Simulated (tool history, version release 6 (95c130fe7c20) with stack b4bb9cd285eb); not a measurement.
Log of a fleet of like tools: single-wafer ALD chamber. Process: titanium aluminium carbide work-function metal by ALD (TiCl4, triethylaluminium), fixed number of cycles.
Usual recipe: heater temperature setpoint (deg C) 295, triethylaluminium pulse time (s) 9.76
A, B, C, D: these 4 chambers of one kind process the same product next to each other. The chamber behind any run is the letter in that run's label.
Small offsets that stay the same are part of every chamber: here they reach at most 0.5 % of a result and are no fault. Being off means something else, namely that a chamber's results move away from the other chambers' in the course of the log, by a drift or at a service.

run	day	heater temperature setpoint (deg C)	triethylaluminium pulse time (s)	read-back reference wafer on the same gauge, thickness_nm	mean film thickness on the monitor wafer (Å)
1B	0.346	295	9.76	1.6103	19.509
2A	0.729	295	9.76	1.6081	19.345
3D	0.979	295	9.76	1.6103	19.412
4C	1.233	295	9.76	1.6107	19.543
5C	1.404	303	9.76	1.6091	20.092
6A	1.692	303	9.76	1.6104	19.928
7D	1.921	303	9.76	1.6106	20.212
8B	2.179	303	9.76	1.6101	20.251
9B	2.371	285	9.76	1.6117	18.594
10A	2.629	285	9.76	1.6112	18.470
11D	2.979	285	9.76	1.6101	18.593
12C	3.196	285	9.76	1.6099	18.695
13A	3.458	295	9.76	1.6114	19.506
14C	3.721	295	9.76	1.6105	19.433
# day 3.783: chamber B: thermocouple changed; heater temperature recalibrated
15B	4.054	295	9.76	1.6108	19.860
16D	4.221	295	9.76	1.6088	19.618
17B	4.504	295	9.76	1.6090	19.982
18D	4.725	295	12.96	1.6092	19.911
19C	5.079	295	12.96	1.6103	19.904
20A	5.346	295	12.96	1.6099	19.805
21A	5.629	295	12.96	1.6115	19.828
22D	5.883	295	9.76	1.6104	19.396
23B	6.079	295	9.76	1.6096	19.909
24C	6.292	295	9.76	1.6100	19.512
25B	6.646	295	9.76	1.6108	19.871

Each of the 4 chambers runs these same settings next. Fill in every chamber's results:
26A	6.921	295	9.76		?
26B	6.921	295	9.76		?
26C	6.921	295	9.76		?
26D	6.921	295	9.76		?

run	mean film thickness on the monitor wafer (Å)
26A	19.388
26B	19.767
26C	19.501
26D	19.542
